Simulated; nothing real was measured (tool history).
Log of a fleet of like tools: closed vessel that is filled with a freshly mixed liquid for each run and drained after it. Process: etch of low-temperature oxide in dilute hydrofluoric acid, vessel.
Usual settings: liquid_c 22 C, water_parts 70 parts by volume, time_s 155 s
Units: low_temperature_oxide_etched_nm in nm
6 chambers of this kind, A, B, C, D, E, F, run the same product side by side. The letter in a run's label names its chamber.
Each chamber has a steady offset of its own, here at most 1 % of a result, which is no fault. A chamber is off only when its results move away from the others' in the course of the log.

run   hour  liquid_c  water_parts  time_s  hours since the thermometer was replaced  hours since the hydrofluoric acid flow meter was replaced  read-back film thickness of the low-temperature oxide reference wafer, read on the same gauge (nm)  low_temperature_oxide_etched_nm
 1E    3.6        22           70     155                                    1328.6                                                      509.3                                                                                              120.05                           30.836
 2F   10.4        22           70     155                                     326.4                                                     1259.3                                                                                                 120                           30.579
 3A   16.4        22           70     155                                     311.3                                                     1017.4                                                                                              119.96                           30.427
 4D   22.5        22           70     155                                    1144.2                                                      696.6                                                                                              119.99                           30.303
 5C   28.8        22           70     155                                    1105.8                                                      824.1                                                                                              120.01                           30.326
 6B   32.5        22           70     155                                     884.9                                                       39.7                                                                                              119.98                           30.941
 7E   35.6        22           70     155                                    1360.6                                                      541.3                                                                                              119.97                           30.918
 8F   41.2        22           70     155                                     357.2                                                     1290.1                                                                                              119.98                           30.109
 9A   45.1        22           70     155                                       340                                                     1046.1                                                                                              119.96                           30.079
10B   50.1        22           45      75                                     902.5                                                       57.3                                                                                              120.07                           23.829
11C     54        22           45      75                                      1131                                                      849.3                                                                                              120.01                           23.255
12D   57.1        22           45      75                                    1178.8                                                      731.2                                                                                              119.94                           23.834
13D   61.6        22           45      75                                    1183.3                                                      735.7                                                                                              120.02                           23.863
14B   65.6        22           45      75                                       918                                                       72.8                                                                                              120.02                           23.982
15F   71.4        22           45      75                                     387.4                                                     1320.3                                                                                              119.96                           23.624
16C   77.3        22           70     155                                    1154.3                                                      872.6                                                                                              120.03                           29.951
17A   83.3        22           70     155                                     378.2                                                     1084.3                                                                                              120.02                           30.666
18E   87.4        25           70      75                                    1412.4                                                      593.1                                                                                              119.98                           16.712
19E   92.8        25           70      75                                    1417.8                                                      598.5                                                                                              119.98                           16.653
20C   97.8        25           70      75                                    1174.8                                                      893.1                                                                                              120.05                           16.258
21B  103.3        25           70      75                                     955.7                                                      110.5                                                                                              120.02                           16.917
22F  107.1        25           70      75                                     423.1                                                       1356                                                                                              119.96                           16.821
23D  111.4        25           70      75                                    1233.1                                                      785.5                                                                                              120.05                           16.755
24A  115.1        22           70     155                                       410                                                     1116.1                                                                                              119.97                           30.421
     115.4  -- chamber D: hydrofluoric acid flow meter replaced
25B  121.2        22           70     155                                     973.6                                                      128.4                                                                                              119.98                           31.018
26F  126.7        22           70     155                                     442.7                                                     1375.6                                                                                              120.04                           30.901
27A  132.3        22           70     155                                     427.2                                                     1133.3                                                                                              120.03                           30.361
28D  138.6        22           70     155                                    1260.3                                                       23.2                                                                                              119.99                           30.858
29C  145.6        22           70     155                                    1222.6                                                      940.9                                                                                              119.96                            29.29
30E    150        22           70     155                                      1475                                                      655.7                                                                                              120.05                           30.529
31B    157        22           70     155                                    1009.4                                                      164.2                                                                                              119.98                           30.601
     160.2  -- chamber F: hydrofluoric acid flow meter replaced
32C  163.6        22           70     155                                    1240.6                                                      958.9                                                                                              119.97                           28.767
33A    170        22           70     155                                     464.9                                                       1171                                                                                                 120                             30.3
34E  176.5        22           70     155                                    1501.5                                                      682.2                                                                                              119.99                           30.254
35F    182        22           70     155                                       498                                                       21.9                                                                                              120.05                           30.258
36D  185.1        22           70     155                                    1306.8                                                       69.7                                                                                              120.01                           30.803
37E  188.1        22           70     155                                    1513.1                                                      693.8                                                                                              119.99                           30.803
38B  194.5        26           80     155                                    1046.9                                                      201.7                                                                                              119.99                           30.905
39F  198.8        26           80     155                                     514.8                                                       38.7                                                                                              120.05                           30.677
40D    204        26           80     155                                    1325.7                                                       88.6                                                                                              120.01                           31.086
41C  208.8        26           80     155                                    1285.8                                                     1004.1                                                                                              120.03                           28.837

Is one chamber off against the others, does the gauge drift, or is nothing wrong? If a chamber is off, say which, and what the likeliest cause is.

Chamber C drifts away from the others.
Cause: liquid colder than its thermometer reads (K) = 2.19.
The log may not tell that from: hydrofluoric acid flow below the setpoint (%).

Here are 4 candidates for chamber C's next run, each the usual settings with a change, their results left as question marks. Which one brings its results back in line with what the others give on the usual settings?
In line means no further than this from the other chambers' mean on the usual settings: low_temperature_oxide_etched_nm 0.99 nm
42C-1  213.9        22           70     150                                                                                                                                                                                                                                         ?
42C-2  213.9        22           70     160                                                                                                                                                                                                                                         ?
42C-3  213.9      21.5           75     155                                                                                                                                                                                                                                         ?
42C-4  213.9      22.5           65     155                                                                                                                                                                                                                                         ?

The other chambers' mean on the usual settings: low_temperature_oxide_etched_nm 30.604 nm
  run  low_temperature_oxide_etched_nm
42C-1                           27.166
42C-2                           28.977
42C-3                           25.538
42C-4                           31.026
42C-4 brings the chamber back in line.
